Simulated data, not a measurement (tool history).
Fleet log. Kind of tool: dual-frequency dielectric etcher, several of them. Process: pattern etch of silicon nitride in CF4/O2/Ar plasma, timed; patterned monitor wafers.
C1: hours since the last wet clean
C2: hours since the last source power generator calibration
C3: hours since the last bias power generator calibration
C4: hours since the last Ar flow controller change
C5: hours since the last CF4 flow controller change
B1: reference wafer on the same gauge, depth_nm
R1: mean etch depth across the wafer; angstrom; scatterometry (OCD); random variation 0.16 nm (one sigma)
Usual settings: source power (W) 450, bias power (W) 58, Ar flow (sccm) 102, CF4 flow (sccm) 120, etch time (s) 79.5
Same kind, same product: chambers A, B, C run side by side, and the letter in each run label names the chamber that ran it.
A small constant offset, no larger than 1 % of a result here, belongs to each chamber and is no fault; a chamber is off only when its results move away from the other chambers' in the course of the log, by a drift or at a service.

run 1C hour=13.0 | source_power_(W)=450 bias_power_(W)=58 Ar_flow_(sccm)=102 CF4_flow_(sccm)=120 etch_time_(s)=79.5 | C1=14.1 C2=1952.9 C3=2007.2 C4=1172.1 C5=2024.2 | B1=144.00 | R1=1476.7
run 2B hour=20.0 | source_power_(W)=450 bias_power_(W)=58 Ar_flow_(sccm)=102 CF4_flow_(sccm)=120 etch_time_(s)=79.5 | C1=62.3 C2=2407.1 C3=203.6 C4=272.3 C5=1038.1 | B1=144.09 | R1=1493.5
run 3A hour=27.2 | source_power_(W)=450 bias_power_(W)=58 Ar_flow_(sccm)=102 CF4_flow_(sccm)=120 etch_time_(s)=79.5 | C1=351.9 C2=2138.7 C3=787.2 C4=348.9 C5=4181.5 | B1=144.10 | R1=1492.1
run 4A hour=37.3 | source_power_(W)=450 bias_power_(W)=58 Ar_flow_(sccm)=102 CF4_flow_(sccm)=120 etch_time_(s)=79.5 | C1=362.0 C2=2148.8 C3=797.3 C4=359.0 C5=4191.6 | B1=144.09 | R1=1491.6
run 5B hour=46.7 | source_power_(W)=450 bias_power_(W)=58 Ar_flow_(sccm)=102 CF4_flow_(sccm)=120 etch_time_(s)=79.5 | C1=89.0 C2=2433.8 C3=230.3 C4=299.0 C5=1064.8 | B1=144.08 | R1=1492.3
run 6C hour=56.7 | source_power_(W)=450 bias_power_(W)=58 Ar_flow_(sccm)=102 CF4_flow_(sccm)=120 etch_time_(s)=79.5 | C1=57.8 C2=1996.6 C3=2050.9 C4=1215.8 C5=2067.9 | B1=144.07 | R1=1476.2
run 7B hour=69.5 | source_power_(W)=450 bias_power_(W)=58 Ar_flow_(sccm)=102 CF4_flow_(sccm)=120 etch_time_(s)=79.5 | C1=111.8 C2=2456.6 C3=253.1 C4=321.8 C5=1087.6 | B1=144.08 | R1=1492.4
run 8A hour=79.2 | source_power_(W)=450 bias_power_(W)=58 Ar_flow_(sccm)=102 CF4_flow_(sccm)=120 etch_time_(s)=79.5 | C1=403.9 C2=2190.7 C3=839.2 C4=400.9 C5=4233.5 | B1=144.11 | R1=1491.9
run 9C hour=89.1 | source_power_(W)=450 bias_power_(W)=58 Ar_flow_(sccm)=102 CF4_flow_(sccm)=120 etch_time_(s)=79.5 | C1=90.2 C2=2029.0 C3=2083.3 C4=1248.2 C5=2100.3 | B1=144.12 | R1=1480.1
run 10B hour=98.7 | source_power_(W)=450 bias_power_(W)=58 Ar_flow_(sccm)=102 CF4_flow_(sccm)=120 etch_time_(s)=79.5 | C1=141.0 C2=2485.8 C3=282.3 C4=351.0 C5=1116.8 | B1=144.12 | R1=1496.6
run 11C hour=107.6 | source_power_(W)=450 bias_power_(W)=58 Ar_flow_(sccm)=102 CF4_flow_(sccm)=120 etch_time_(s)=79.5 | C1=108.7 C2=2047.5 C3=2101.8 C4=1266.7 C5=2118.8 | B1=144.18 | R1=1480.1
run 12A hour=120.0 | source_power_(W)=450 bias_power_(W)=58 Ar_flow_(sccm)=102 CF4_flow_(sccm)=120 etch_time_(s)=79.5 | C1=444.7 C2=2231.5 C3=880.0 C4=441.7 C5=4274.3 | B1=144.20 | R1=1491.0
run 13A hour=129.8 | source_power_(W)=450 bias_power_(W)=58 Ar_flow_(sccm)=102 CF4_flow_(sccm)=120 etch_time_(s)=79.5 | C1=454.5 C2=2241.3 C3=889.8 C4=451.5 C5=4284.1 | B1=144.25 | R1=1492.4
run 14C hour=142.9 | source_power_(W)=450 bias_power_(W)=58 Ar_flow_(sccm)=102 CF4_flow_(sccm)=120 etch_time_(s)=79.5 | C1=144.0 C2=2082.8 C3=2137.1 C4=1302.0 C5=2154.1 | B1=144.22 | R1=1479.2
run 15B hour=149.2 | source_power_(W)=450 bias_power_(W)=58 Ar_flow_(sccm)=102 CF4_flow_(sccm)=120 etch_time_(s)=79.5 | C1=191.5 C2=2536.3 C3=332.8 C4=401.5 C5=1167.3 | B1=144.26 | R1=1497.1
run 16A hour=160.8 | source_power_(W)=450 bias_power_(W)=58 Ar_flow_(sccm)=102 CF4_flow_(sccm)=120 etch_time_(s)=88.0 | C1=485.5 C2=2272.3 C3=920.8 C4=482.5 C5=4315.1 | B1=144.21 | R1=1652.6
run 17C hour=171.3 | source_power_(W)=450 bias_power_(W)=58 Ar_flow_(sccm)=102 CF4_flow_(sccm)=120 etch_time_(s)=88.0 | C1=172.4 C2=2111.2 C3=2165.5 C4=1330.4 C5=2182.5 | B1=144.25 | R1=1641.3
-- hour=174.4 chamber A: wet clean of the chamber
run 18B hour=177.3 | source_power_(W)=450 bias_power_(W)=58 Ar_flow_(sccm)=102 CF4_flow_(sccm)=120 etch_time_(s)=88.0 | C1=219.6 C2=2564.4 C3=360.9 C4=429.6 C5=1195.4 | B1=144.30 | R1=1654.4
run 19B hour=190.0 | source_power_(W)=450 bias_power_(W)=71 Ar_flow_(sccm)=102 CF4_flow_(sccm)=134 etch_time_(s)=79.5 | C1=232.3 C2=2577.1 C3=373.6 C4=442.3 C5=1208.1 | B1=144.29 | R1=1636.8
run 20C hour=198.2 | source_power_(W)=450 bias_power_(W)=71 Ar_flow_(sccm)=102 CF4_flow_(sccm)=134 etch_time_(s)=79.5 | C1=199.3 C2=2138.1 C3=2192.4 C4=1357.3 C5=2209.4 | B1=144.34 | R1=1620.7
run 21A hour=209.9 | source_power_(W)=450 bias_power_(W)=71 Ar_flow_(sccm)=102 CF4_flow_(sccm)=134 etch_time_(s)=79.5 | C1=35.5 C2=2321.4 C3=969.9 C4=531.6 C5=4364.2 | B1=144.35 | R1=1627.3
run 22C hour=221.3 | source_power_(W)=450 bias_power_(W)=58 Ar_flow_(sccm)=102 CF4_flow_(sccm)=120 etch_time_(s)=79.5 | C1=222.4 C2=2161.2 C3=2215.5 C4=1380.4 C5=2232.5 | B1=144.32 | R1=1478.9
run 23A hour=230.1 | source_power_(W)=450 bias_power_(W)=58 Ar_flow_(sccm)=102 CF4_flow_(sccm)=120 etch_time_(s)=79.5 | C1=55.7 C2=2341.6 C3=990.1 C4=551.8 C5=4384.4 | B1=144.35 | R1=1491.7
run 24B hour=239.2 | source_power_(W)=450 bias_power_(W)=58 Ar_flow_(sccm)=102 CF4_flow_(sccm)=120 etch_time_(s)=79.5 | C1=281.5 C2=2626.3 C3=422.8 C4=491.5 C5=1257.3 | B1=144.38 | R1=1498.3
run 25B hour=251.5 | source_power_(W)=450 bias_power_(W)=58 Ar_flow_(sccm)=102 CF4_flow_(sccm)=120 etch_time_(s)=79.5 | C1=293.8 C2=2638.6 C3=435.1 C4=503.8 C5=1269.6 | B1=144.40 | R1=1499.1
run 26C hour=257.8 | source_power_(W)=350 bias_power_(W)=58 Ar_flow_(sccm)=77 CF4_flow_(sccm)=120 etch_time_(s)=79.5 | C1=258.9 C2=2197.7 C3=2252.0 C4=1416.9 C5=2269.0 | B1=144.43 | R1=1225.3
run 27A hour=267.7 | source_power_(W)=350 bias_power_(W)=58 Ar_flow_(sccm)=77 CF4_flow_(sccm)=120 etch_time_(s)=79.5 | C1=93.3 C2=2379.2 C3=1027.7 C4=589.4 C5=4422.0 | B1=144.43 | R1=1239.4
run 28B hour=274.3 | source_power_(W)=350 bias_power_(W)=58 Ar_flow_(sccm)=77 CF4_flow_(sccm)=120 etch_time_(s)=79.5 | C1=316.6 C2=2661.4 C3=457.9 C4=526.6 C5=1292.4 | B1=144.43 | R1=1242.6
run 29C hour=280.3 | source_power_(W)=450 bias_power_(W)=58 Ar_flow_(sccm)=102 CF4_flow_(sccm)=120 etch_time_(s)=79.5 | C1=281.4 C2=2220.2 C3=2274.5 C4=1439.4 C5=2291.5 | B1=144.45 | R1=1482.1
run 30A hour=288.0 | source_power_(W)=450 bias_power_(W)=58 Ar_flow_(sccm)=102 CF4_flow_(sccm)=120 etch_time_(s)=79.5 | C1=113.6 C2=2399.5 C3=1048.0 C4=609.7 C5=4442.3 | B1=144.47 | R1=1494.5
run 31B hour=294.7 | source_power_(W)=450 bias_power_(W)=58 Ar_flow_(sccm)=102 CF4_flow_(sccm)=120 etch_time_(s)=79.5 | C1=337.0 C2=2681.8 C3=478.3 C4=547.0 C5=1312.8 | B1=144.44 | R1=1496.0
run 32A hour=303.0 | source_power_(W)=450 bias_power_(W)=58 Ar_flow_(sccm)=83 CF4_flow_(sccm)=120 etch_time_(s)=79.5 | C1=128.6 C2=2414.5 C3=1063.0 C4=624.7 C5=4457.3 | B1=144.44 | R1=1526.4
run 33C hour=313.4 | source_power_(W)=450 bias_power_(W)=58 Ar_flow_(sccm)=83 CF4_flow_(sccm)=120 etch_time_(s)=79.5 | C1=314.5 C2=2253.3 C3=2307.6 C4=1472.5 C5=2324.6 | B1=144.51 | R1=1517.5
run 34B hour=322.0 | source_power_(W)=450 bias_power_(W)=58 Ar_flow_(sccm)=83 CF4_flow_(sccm)=120 etch_time_(s)=79.5 | C1=364.3 C2=2709.1 C3=505.6 C4=574.3 C5=1340.1 | B1=144.53 | R1=1529.4
run 35C hour=335.2 | source_power_(W)=400 bias_power_(W)=58 Ar_flow_(sccm)=102 CF4_flow_(sccm)=120 etch_time_(s)=100.0 | C1=336.3 C2=2275.1 C3=2329.4 C4=1494.3 C5=2346.4 | B1=144.54 | R1=1682.9
run 36A hour=343.6 | source_power_(W)=400 bias_power_(W)=58 Ar_flow_(sccm)=102 CF4_flow_(sccm)=120 etch_time_(s)=100.0 | C1=169.2 C2=2455.1 C3=1103.6 C4=665.3 C5=4497.9 | B1=144.56 | R1=1703.5
-- hour=347.7 chamber A: source power generator calibrated
run 37A hour=352.4 | source_power_(W)=400 bias_power_(W)=58 Ar_flow_(sccm)=102 CF4_flow_(sccm)=120 etch_time_(s)=100.0 | C1=178.0 C2=4.8 C3=1112.4 C4=674.1 C5=4506.7 | B1=144.54 | R1=1702.7
run 38C hour=359.7 | source_power_(W)=450 bias_power_(W)=58 Ar_flow_(sccm)=102 CF4_flow_(sccm)=120 etch_time_(s)=79.5 | C1=360.8 C2=2299.6 C3=2353.9 C4=1518.8 C5=2370.9 | B1=144.55 | R1=1481.9
run 39B hour=365.6 | source_power_(W)=450 bias_power_(W)=58 Ar_flow_(sccm)=102 CF4_flow_(sccm)=120 etch_time_(s)=79.5 | C1=407.9 C2=2752.7 C3=549.2 C4=617.9 C5=1383.7 | B1=144.57 | R1=1498.3
run 40C hour=374.3 | source_power_(W)=450 bias_power_(W)=58 Ar_flow_(sccm)=102 CF4_flow_(sccm)=120 etch_time_(s)=87.5 | C1=375.4 C2=2314.2 C3=2368.5 C4=1533.4 C5=2385.5 | B1=144.59 | R1=1632.0
run 41B hour=385.9 | source_power_(W)=450 bias_power_(W)=58 Ar_flow_(sccm)=102 CF4_flow_(sccm)=120 etch_time_(s)=87.5 | C1=428.2 C2=2773.0 C3=569.5 C4=638.2 C5=1404.0 | B1=144.65 | R1=1650.1
run 42A hour=399.1 | source_power_(W)=450 bias_power_(W)=58 Ar_flow_(sccm)=102 CF4_flow_(sccm)=120 etch_time_(s)=87.5 | C1=224.7 C2=51.5 C3=1159.1 C4=720.8 C5=4553.4 | B1=144.64 | R1=1647.8

For the next run the whole fleet of 3 chambers uses the same settings. Give each chamber's results:
run 43A hour=409.0 | source_power_(W)=450 bias_power_(W)=58 Ar_flow_(sccm)=102 CF4_flow_(sccm)=120 etch_time_(s)=79.5 | R1=?
run 43B hour=409.0 | source_power_(W)=450 bias_power_(W)=58 Ar_flow_(sccm)=102 CF4_flow_(sccm)=120 etch_time_(s)=79.5 | R1=?
run 43C hour=409.0 | source_power_(W)=450 bias_power_(W)=58 Ar_flow_(sccm)=102 CF4_flow_(sccm)=120 etch_time_(s)=79.5 | R1=?

run=43A R1=1498.9
run=43B R1=1502.4
run=43C R1=1481.8
